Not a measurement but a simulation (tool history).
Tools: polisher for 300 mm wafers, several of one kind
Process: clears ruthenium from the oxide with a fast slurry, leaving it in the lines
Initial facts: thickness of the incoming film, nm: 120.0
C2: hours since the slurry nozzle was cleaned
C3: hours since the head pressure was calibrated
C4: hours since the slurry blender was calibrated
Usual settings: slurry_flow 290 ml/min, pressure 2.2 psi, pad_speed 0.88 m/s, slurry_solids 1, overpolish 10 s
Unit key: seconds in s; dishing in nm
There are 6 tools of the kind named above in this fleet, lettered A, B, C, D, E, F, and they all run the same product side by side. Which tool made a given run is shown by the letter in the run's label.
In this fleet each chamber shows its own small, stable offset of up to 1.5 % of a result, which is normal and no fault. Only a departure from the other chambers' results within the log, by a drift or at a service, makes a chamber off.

-- hour=3.5 chamber C: slurry blender recalibrated
-- hour=8.7 chamber C: head pressure recalibrated
run 1D hour=11.3 | slurry_flow=290 pressure=2.2 pad_speed=0.88 slurry_solids=1 overpolish=10 | wafers_polished_on_this_pad=429 C2=322.7 C3=505 C4=132.6 | seconds=35.655 dishing=28.733
-- hour=13.8 chamber B: slurry blender recalibrated
-- hour=14.4 chamber F: worn pad replaced by a new one
-- hour=20 chamber B: worn pad replaced by a new one
run 2B hour=21.7 | slurry_flow=290 pressure=2.2 pad_speed=0.88 slurry_solids=1 overpolish=10 | wafers_polished_on_this_pad=27 C2=420.8 C3=350 C4=8 | seconds=36.634 dishing=28.986
-- hour=26.3 chamber A: worn pad replaced by a new one
-- hour=29.4 chamber C: worn pad replaced by a new one
-- hour=34.6 chamber A: slurry blender recalibrated
run 3C hour=36.4 | slurry_flow=290 pressure=2.2 pad_speed=0.88 slurry_solids=1 overpolish=10 | wafers_polished_on_this_pad=114 C2=330 C3=27.7 C4=32.9 | seconds=35.764 dishing=29.102
-- hour=43 chamber E: worn pad replaced by a new one
run 4A hour=48.5 | slurry_flow=290 pressure=2.2 pad_speed=0.88 slurry_solids=1 overpolish=10 | wafers_polished_on_this_pad=357 C2=557.3 C3=197.8 C4=13.9 | seconds=35.166 dishing=28.402
run 5F hour=56.6 | slurry_flow=240 pressure=2.2 pad_speed=0.88 slurry_solids=1 overpolish=10 | wafers_polished_on_this_pad=680 C2=249.2 C3=679.3 C4=105.1 | seconds=36.729 dishing=28.331
run 6E hour=65.1 | slurry_flow=240 pressure=2.2 pad_speed=0.88 slurry_solids=1 overpolish=10 | wafers_polished_on_this_pad=356 C2=854.9 C3=576.9 C4=122.6 | seconds=35.729 dishing=29.046
run 7F hour=73.9 | slurry_flow=240 pressure=2.2 pad_speed=0.88 slurry_solids=1 overpolish=10 | wafers_polished_on_this_pad=958 C2=266.5 C3=696.6 C4=122.4 | seconds=36.634 dishing=28.974
-- hour=81 chamber A: slurry nozzle cleaned
run 8B hour=81.6 | slurry_flow=240 pressure=2.2 pad_speed=0.88 slurry_solids=1 overpolish=10 | wafers_polished_on_this_pad=992 C2=480.7 C3=409.9 C4=67.9 | seconds=36.76 dishing=28.007
-- hour=83.3 chamber D: worn pad replaced by a new one
-- hour=83.8 chamber E: slurry nozzle cleaned
-- hour=85 chamber D: slurry blender recalibrated
run 9C hour=90.5 | slurry_flow=240 pressure=2.2 pad_speed=0.88 slurry_solids=1 overpolish=10 | wafers_polished_on_this_pad=985 C2=384.1 C3=81.8 C4=87 | seconds=35.748 dishing=28.259
-- hour=90.6 chamber F: head pressure recalibrated
-- hour=99.9 chamber F: worn pad replaced by a new one
run 10E hour=105.1 | slurry_flow=240 pressure=2.2 pad_speed=0.88 slurry_solids=1 overpolish=10 | wafers_polished_on_this_pad=1000 C2=21.4 C3=616.9 C4=162.6 | seconds=36.887 dishing=28.623
-- hour=106.2 chamber B: head pressure recalibrated
-- hour=111.3 chamber B: worn pad replaced by a new one
-- hour=113.1 chamber A: worn pad replaced by a new one
-- hour=113.6 chamber C: worn pad replaced by a new one
run 11A hour=114.2 | slurry_flow=290 pressure=2.2 pad_speed=0.88 slurry_solids=1 overpolish=10 | wafers_polished_on_this_pad=18 C2=33.2 C3=263.5 C4=79.6 | seconds=35.453 dishing=28.729
run 12D hour=121.5 | slurry_flow=290 pressure=2.2 pad_speed=0.88 slurry_solids=1 overpolish=10 | wafers_polished_on_this_pad=616 C2=432.9 C3=615.2 C4=36.6 | seconds=35.262 dishing=28.588
-- hour=125.3 chamber E: worn pad replaced by a new one
run 13F hour=133.2 | slurry_flow=290 pressure=2.2 pad_speed=0.88 slurry_solids=1 overpolish=10 | wafers_polished_on_this_pad=537 C2=325.8 C3=42.7 C4=181.7 | seconds=35.624 dishing=29.176
run 14D hour=143.4 | slurry_flow=340 pressure=2.2 pad_speed=0.88 slurry_solids=1 overpolish=10 | wafers_polished_on_this_pad=969 C2=454.8 C3=637.1 C4=58.5 | seconds=35.011 dishing=28.847
-- hour=144 chamber B: slurry nozzle cleaned
run 15B hour=157.2 | slurry_flow=340 pressure=2.2 pad_speed=0.88 slurry_solids=1 overpolish=10 | wafers_polished_on_this_pad=740 C2=13.2 C3=51.1 C4=143.5 | seconds=34.916 dishing=29.581
run 16E hour=167.1 | slurry_flow=340 pressure=2.2 pad_speed=0.88 slurry_solids=1 overpolish=10 | wafers_polished_on_this_pad=673 C2=83.4 C3=678.9 C4=224.6 | seconds=35.815 dishing=29.151
run 17C hour=174.7 | slurry_flow=340 pressure=2.2 pad_speed=0.88 slurry_solids=1 overpolish=10 | wafers_polished_on_this_pad=985 C2=468.3 C3=166 C4=171.2 | seconds=35.889 dishing=29.994
-- hour=178.5 chamber D: worn pad replaced by a new one
run 18A hour=184 | slurry_flow=340 pressure=2.2 pad_speed=0.88 slurry_solids=1 overpolish=10 | wafers_polished_on_this_pad=1142 C2=103 C3=333.3 C4=149.4 | seconds=34.898 dishing=28.406
-- hour=191.9 chamber F: worn pad replaced by a new one
run 19D hour=193.1 | slurry_flow=340 pressure=2.2 pad_speed=0.88 slurry_solids=1 overpolish=10 | wafers_polished_on_this_pad=235 C2=504.5 C3=686.8 C4=108.2 | seconds=35.964 dishing=28.483
-- hour=194.4 chamber B: worn pad replaced by a new one
-- hour=198.9 chamber C: worn pad replaced by a new one
run 20A hour=202.2 | slurry_flow=290 pressure=2.2 pad_speed=0.88 slurry_solids=1 overpolish=10 | wafers_polished_on_this_pad=1435 C2=121.2 C3=351.5 C4=167.6 | seconds=36.014 dishing=29.253
-- hour=205.3 chamber E: worn pad replaced by a new one
-- hour=209 chamber A: worn pad replaced by a new one
-- hour=210.4 chamber B: slurry blender recalibrated
run 21C hour=214.7 | slurry_flow=290 pressure=2.2 pad_speed=0.88 slurry_solids=1 overpolish=10 | wafers_polished_on_this_pad=254 C2=508.3 C3=206 C4=211.2 | seconds=37.122 dishing=29.047
-- hour=217.4 chamber D: slurry nozzle cleaned
run 22F hour=223.1 | slurry_flow=290 pressure=2.2 pad_speed=0.88 slurry_solids=1 overpolish=10 | wafers_polished_on_this_pad=503 C2=415.7 C3=132.6 C4=271.6 | seconds=36.453 dishing=27.978
-- hour=232.3 chamber C: slurry blender recalibrated
run 23B hour=233.4 | slurry_flow=290 pressure=2.2 pad_speed=0.88 slurry_solids=1 overpolish=10 | wafers_polished_on_this_pad=628 C2=89.4 C3=127.3 C4=23 | seconds=35.4 dishing=29.558
run 24E hour=245.9 | slurry_flow=290 pressure=2.2 pad_speed=0.88 slurry_solids=1 overpolish=10 | wafers_polished_on_this_pad=655 C2=162.2 C3=757.7 C4=303.4 | seconds=36.283 dishing=28.732
run 25B hour=253 | slurry_flow=290 pressure=2.2 pad_speed=0.88 slurry_solids=1 overpolish=10 | wafers_polished_on_this_pad=944 C2=109 C3=146.9 C4=42.6 | seconds=36.115 dishing=28.977
-- hour=254.2 chamber D: worn pad replaced by a new one
-- hour=263.9 chamber D: slurry blender recalibrated
run 26A hour=264.7 | slurry_flow=290 pressure=2.2 pad_speed=0.88 slurry_solids=1 overpolish=10 | wafers_polished_on_this_pad=898 C2=183.7 C3=414 C4=230.1 | seconds=35.015 dishing=28.747
-- hour=266.4 chamber F: worn pad replaced by a new one
-- hour=271 chamber A: slurry blender recalibrated
run 27C hour=274.7 | slurry_flow=290 pressure=2.2 pad_speed=0.88 slurry_solids=1 overpolish=10 | wafers_polished_on_this_pad=1221 C2=568.3 C3=266 C4=42.5 | seconds=35.211 dishing=29.862
-- hour=284.6 chamber E: worn pad replaced by a new one
run 28F hour=284.8 | slurry_flow=290 pressure=2.2 pad_speed=0.88 slurry_solids=1 overpolish=10 | wafers_polished_on_this_pad=296 C2=477.4 C3=194.3 C4=333.3 | seconds=38.301 dishing=27.132
-- hour=287.7 chamber C: worn pad replaced by a new one
run 29D hour=292.8 | slurry_flow=290 pressure=2.2 pad_speed=0.88 slurry_solids=1 overpolish=10 | wafers_polished_on_this_pad=623 C2=75.5 C3=786.5 C4=28.9 | seconds=36.254 dishing=28.789
-- hour=293 chamber B: worn pad replaced by a new one
-- hour=301.4 chamber E: slurry blender recalibrated
-- hour=303 chamber A: worn pad replaced by a new one
run 30E hour=304.3 | slurry_flow=290 pressure=2.2 pad_speed=0.88 slurry_solids=1 overpolish=10 | wafers_polished_on_this_pad=318 C2=220.6 C3=816.1 C4=2.9 | seconds=36.76 dishing=29.414
-- hour=314.8 chamber C: slurry nozzle cleaned
run 31C hour=316.2 | slurry_flow=290 pressure=2.2 pad_speed=0.88 slurry_solids=1 overpolish=10 | wafers_polished_on_this_pad=459 C2=1.5 C3=307.5 C4=84 | seconds=35.791 dishing=29.72
run 32E hour=325.5 | slurry_flow=290 pressure=2.2 pad_speed=0.88 slurry_solids=1 overpolish=10 | wafers_polished_on_this_pad=660 C2=241.8 C3=837.3 C4=24.1 | seconds=35.772 dishing=29.017
-- hour=333 chamber C: head pressure recalibrated
run 33B hour=333 | slurry_flow=290 pressure=2.2 pad_speed=0.88 slurry_solids=1 overpolish=10 | wafers_polished_on_this_pad=645 C2=189 C3=226.9 C4=122.6 | seconds=35.43 dishing=28.16
run 34F hour=347.2 | slurry_flow=290 pressure=2.2 pad_speed=0.88 slurry_solids=1 overpolish=10 | wafers_polished_on_this_pad=1301 C2=539.8 C3=256.7 C4=395.7 | seconds=39.754 dishing=25.595
-- hour=347.4 chamber D: worn pad replaced by a new one
-- hour=352 chamber F: worn pad replaced by a new one
run 35D hour=354.3 | slurry_flow=290 pressure=2.2 pad_speed=0.88 slurry_solids=1 overpolish=10 | wafers_polished_on_this_pad=112 C2=137 C3=848 C4=90.4 | seconds=36.418 dishing=27.742
run 36A hour=368.1 | slurry_flow=290 pressure=2.2 pad_speed=0.88 slurry_solids=1 overpolish=10 | wafers_polished_on_this_pad=1048 C2=287.1 C3=517.4 C4=97.2 | seconds=35.323 dishing=28.727
run 37F hour=380.2 | slurry_flow=290 pressure=2.2 pad_speed=0.88 slurry_solids=1 overpolish=10 | wafers_polished_on_this_pad=455 C2=572.8 C3=289.7 C4=428.7 | seconds=40.761 dishing=24.243
-- hour=381.6 chamber B: slurry blender recalibrated
-- hour=381.8 chamber E: worn pad replaced by a new one
-- hour=386.9 chamber C: worn pad replaced by a new one
-- hour=388 chamber A: worn pad replaced by a new one
-- hour=389.8 chamber B: worn pad replaced by a new one
run 38D hour=391.4 | slurry_flow=290 pressure=2.2 pad_speed=0.88 slurry_solids=1 overpolish=10 | wafers_polished_on_this_pad=709 C2=174.1 C3=885.1 C4=127.5 | seconds=36.045 dishing=28.271
run 39E hour=401.8 | slurry_flow=290 pressure=2.2 pad_speed=0.88 slurry_solids=1 overpolish=10 | wafers_polished_on_this_pad=323 C2=318.1 C3=913.6 C4=100.4 | seconds=35.814 dishing=29.638
run 40C hour=415.7 | slurry_flow=290 pressure=2.2 pad_speed=0.88 slurry_solids=1 overpolish=10 | wafers_polished_on_this_pad=464 C2=101 C3=82.8 C4=183.5 | seconds=35.905 dishing=29.629
run 41A hour=428.8 | slurry_flow=205 pressure=2.2 pad_speed=0.88 slurry_solids=1 overpolish=10 | wafers_polished_on_this_pad=657 C2=347.8 C3=578.1 C4=157.9 | seconds=36.879 dishing=27.029
run 42B hour=437.1 | slurry_flow=205 pressure=2.2 pad_speed=0.88 slurry_solids=1 overpolish=10 | wafers_polished_on_this_pad=762 C2=293.1 C3=331 C4=55.6 | seconds=37.943 dishing=27.813

Is one chamber off against the others, does the gauge drift, or is nothing wrong? If a chamber is off, say which, and what the likeliest cause is.

Little by little, chamber F moves away from the other chambers.
What lies behind it: abrasive missing from the slurry, % = 34.4.

Here are 4 candidates for chamber F's next run, each the usual settings with a change, their results left as question marks. Which one brings its results back in line with what the others give on the usual settings?
In-line tolerance around the mean of the other chambers on the usual settings: seconds 2 s; dishing 1.5 nm
run 43F-1 hour=447.8 | slurry_flow=285 pressure=1.8 pad_speed=0.74 slurry_solids=0.95 overpolish=10 | seconds=? dishing=?
run 43F-2 hour=447.8 | slurry_flow=290 pressure=2 pad_speed=0.8 slurry_solids=0.95 overpolish=10 | seconds=? dishing=?
run 43F-3 hour=447.8 | slurry_flow=295 pressure=2.7 pad_speed=1.04 slurry_solids=1.1 overpolish=10 | seconds=? dishing=?
run 43F-4 hour=447.8 | slurry_flow=290 pressure=2.4 pad_speed=0.96 slurry_solids=1.05 overpolish=10 | seconds=? dishing=?

The mean the other chambers reach with the usual settings: seconds 35.921 s; dishing 28.797 nm
run=43F-1 seconds=65.766 dishing=15.928
run=43F-2 seconds=54.529 dishing=19.086
run=43F-3 seconds=28.489 dishing=35.292
run=43F-4 seconds=35.707 dishing=28.571
43F-4 brings the chamber back in line.
